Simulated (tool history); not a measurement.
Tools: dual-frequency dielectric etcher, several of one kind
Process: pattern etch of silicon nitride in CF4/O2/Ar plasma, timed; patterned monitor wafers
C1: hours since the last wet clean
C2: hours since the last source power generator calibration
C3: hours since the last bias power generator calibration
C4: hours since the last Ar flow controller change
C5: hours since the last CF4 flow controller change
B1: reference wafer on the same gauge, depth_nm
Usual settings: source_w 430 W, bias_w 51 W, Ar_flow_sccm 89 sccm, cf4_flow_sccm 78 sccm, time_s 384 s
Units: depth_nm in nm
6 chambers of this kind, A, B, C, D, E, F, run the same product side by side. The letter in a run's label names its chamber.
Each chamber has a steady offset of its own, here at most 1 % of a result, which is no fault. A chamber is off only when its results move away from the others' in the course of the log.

Run 1F, hour 8.4: usual settings; C1 193.9; C2 1065.1; C3 1357.7; C4 1880.4; C5 565.9; B1 524.98. Result: depth_nm 630.25 nm.
Run 2B, hour 15.1: usual settings; C1 333.5; C2 850.2; C3 1376.9; C4 2012.7; C5 1383.8; B1 525.01. Result: depth_nm 635.32 nm.
At hour 18.6: chamber E: wet clean of the chamber.
Run 3E, hour 22.2: usual settings; C1 3.7; C2 1260.5; C3 168.8; C4 571.9; C5 5156.8; B1 525.12. Result: depth_nm 637.67 nm.
Run 4A, hour 30.5: usual settings; C1 110.5; C2 184.0; C3 56.7; C4 1344.3; C5 418.0; B1 525.15. Result: depth_nm 629.14 nm.
Run 5D, hour 37.8: usual settings; C1 495.8; C2 1989.8; C3 952.4; C4 144.0; C5 3051.3; B1 524.89. Result: depth_nm 633.74 nm.
Run 6C, hour 46.7: usual settings; C1 228.2; C2 1540.8; C3 1125.5; C4 3724.3; C5 3091.0; B1 525.07. Result: depth_nm 634.52 nm.
Run 7D, hour 53.3: usual settings; C1 511.3; C2 2005.3; C3 967.9; C4 159.5; C5 3066.8; B1 524.57. Result: depth_nm 631.64 nm.
Run 8C, hour 59.2: usual settings; C1 240.7; C2 1553.3; C3 1138.0; C4 3736.8; C5 3103.5; B1 524.92. Result: depth_nm 632.69 nm.
Run 9E, hour 65.7: usual settings; C1 47.2; C2 1304.0; C3 212.3; C4 615.4; C5 5200.3; B1 524.94. Result: depth_nm 636.35 nm.
Run 10B, hour 72.0: usual settings; C1 390.4; C2 907.1; C3 1433.8; C4 2069.6; C5 1440.7; B1 524.89. Result: depth_nm 634.14 nm.
Run 11A, hour 82.6: usual settings; C1 162.6; C2 236.1; C3 108.8; C4 1396.4; C5 470.1; B1 525.23. Result: depth_nm 630.41 nm.
Run 12F, hour 90.0: usual settings; C1 275.5; C2 1146.7; C3 1439.3; C4 1962.0; C5 647.5; B1 525.04. Result: depth_nm 631.19 nm.
Run 13C, hour 97.3: usual settings; C1 278.8; C2 1591.4; C3 1176.1; C4 3774.9; C5 3141.6; B1 525.21. Result: depth_nm 636.50 nm.
At hour 97.8: chamber D: wet clean of the chamber.
Run 14D, hour 103.8: usual settings; C1 6.1; C2 2055.8; C3 1018.4; C4 210.0; C5 3117.3; B1 524.52. Result: depth_nm 637.89 nm.
Run 15A, hour 113.7: usual settings; C1 193.7; C2 267.2; C3 139.9; C4 1427.5; C5 501.2; B1 524.88. Result: depth_nm 630.08 nm.
Run 16F, hour 124.7: usual settings; C1 310.2; C2 1181.4; C3 1474.0; C4 1996.7; C5 682.2; B1 525.10. Result: depth_nm 631.03 nm.
Run 17B, hour 134.8: usual settings but time_s 280 s; C1 453.2; C2 969.9; C3 1496.6; C4 2132.4; C5 1503.5; B1 524.99. Result: depth_nm 463.13 nm.
Run 18E, hour 140.5: usual settings but time_s 280 s; C1 122.0; C2 1378.8; C3 287.1; C4 690.2; C5 5275.1; B1 524.89. Result: depth_nm 465.40 nm.
Run 19E, hour 146.5: usual settings but time_s 280 s; C1 128.0; C2 1384.8; C3 293.1; C4 696.2; C5 5281.1; B1 525.13. Result: depth_nm 466.49 nm.
Run 20A, hour 154.8: usual settings but time_s 280 s; C1 234.8; C2 308.3; C3 181.0; C4 1468.6; C5 542.3; B1 525.03. Result: depth_nm 459.63 nm.
Run 21D, hour 163.1: usual settings but time_s 280 s; C1 65.4; C2 2115.1; C3 1077.7; C4 269.3; C5 3176.6; B1 525.22. Result: depth_nm 467.65 nm.
At hour 168.8: chamber E: CF4 flow controller replaced.
Run 22C, hour 169.5: usual settings but time_s 280 s; C1 351.0; C2 1663.6; C3 1248.3; C4 3847.1; C5 3213.8; B1 524.92. Result: depth_nm 464.81 nm.
Run 23B, hour 176.0: usual settings; C1 494.4; C2 1011.1; C3 1537.8; C4 2173.6; C5 1544.7; B1 525.09. Result: depth_nm 634.31 nm.
Run 24F, hour 184.3: usual settings but source_w 360 W, Ar_flow_sccm 102 sccm; C1 369.8; C2 1241.0; C3 1533.6; C4 2056.3; C5 741.8; B1 524.79. Result: depth_nm 533.32 nm.
Run 25B, hour 194.9: usual settings but source_w 360 W, Ar_flow_sccm 102 sccm; C1 513.3; C2 1030.0; C3 1556.7; C4 2192.5; C5 1563.6; B1 525.05. Result: depth_nm 531.88 nm.
Run 26C, hour 204.0: usual settings but source_w 360 W, Ar_flow_sccm 102 sccm; C1 385.5; C2 1698.1; C3 1282.8; C4 3881.6; C5 3248.3; B1 524.80. Result: depth_nm 536.66 nm.
Run 27E, hour 209.0: usual settings but source_w 360 W, Ar_flow_sccm 102 sccm; C1 190.5; C2 1447.3; C3 355.6; C4 758.7; C5 40.2; B1 525.27. Result: depth_nm 538.03 nm.
Run 28A, hour 214.5: usual settings but source_w 360 W, Ar_flow_sccm 102 sccm; C1 294.5; C2 368.0; C3 240.7; C4 1528.3; C5 602.0; B1 524.97. Result: depth_nm 534.16 nm.
At hour 218.5: chamber B: wet clean of the chamber.
Run 29D, hour 219.7: usual settings but source_w 360 W, Ar_flow_sccm 102 sccm; C1 122.0; C2 2171.7; C3 1134.3; C4 325.9; C5 3233.2; B1 525.05. Result: depth_nm 545.53 nm.
Run 30F, hour 226.8: usual settings; C1 412.3; C2 1283.5; C3 1576.1; C4 2098.8; C5 784.3; B1 524.77. Result: depth_nm 630.04 nm.
Run 31E, hour 234.8: usual settings; C1 216.3; C2 1473.1; C3 381.4; C4 784.5; C5 66.0; B1 524.87. Result: depth_nm 639.08 nm.
Run 32D, hour 240.6: usual settings; C1 142.9; C2 2192.6; C3 1155.2; C4 346.8; C5 3254.1; B1 524.88. Result: depth_nm 647.30 nm.
Run 33B, hour 246.7: usual settings but bias_w 60 W; C1 28.2; C2 1081.8; C3 1608.5; C4 2244.3; C5 1615.4; B1 525.39. Result: depth_nm 678.72 nm.
Run 34F, hour 253.4: usual settings but bias_w 60 W; C1 438.9; C2 1310.1; C3 1602.7; C4 2125.4; C5 810.9; B1 524.73. Result: depth_nm 670.54 nm.
Run 35C, hour 259.0: usual settings but bias_w 60 W; C1 440.5; C2 1753.1; C3 1337.8; C4 3936.6; C5 3303.3; B1 525.09. Result: depth_nm 674.61 nm.
Run 36A, hour 264.1: usual settings but bias_w 60 W; C1 344.1; C2 417.6; C3 290.3; C4 1577.9; C5 651.6; B1 524.65. Result: depth_nm 672.25 nm.

Next, every chamber runs the same settings. What will each give?
Run 37A, hour 272.0: usual settings but bias_w 62 W. Result: depth_nm ?.
Run 37B, hour 272.0: usual settings but bias_w 62 W. Result: depth_nm ?.
Run 37C, hour 272.0: usual settings but bias_w 62 W. Result: depth_nm ?.
Run 37D, hour 272.0: usual settings but bias_w 62 W. Result: depth_nm ?.
Run 37E, hour 272.0: usual settings but bias_w 62 W. Result: depth_nm ?.
Run 37F, hour 272.0: usual settings but bias_w 62 W. Result: depth_nm ?.

run  depth_nm
37A    681.45
37B    686.65
37C    685.13
37D    699.96
37E    686.09
37F    680.95

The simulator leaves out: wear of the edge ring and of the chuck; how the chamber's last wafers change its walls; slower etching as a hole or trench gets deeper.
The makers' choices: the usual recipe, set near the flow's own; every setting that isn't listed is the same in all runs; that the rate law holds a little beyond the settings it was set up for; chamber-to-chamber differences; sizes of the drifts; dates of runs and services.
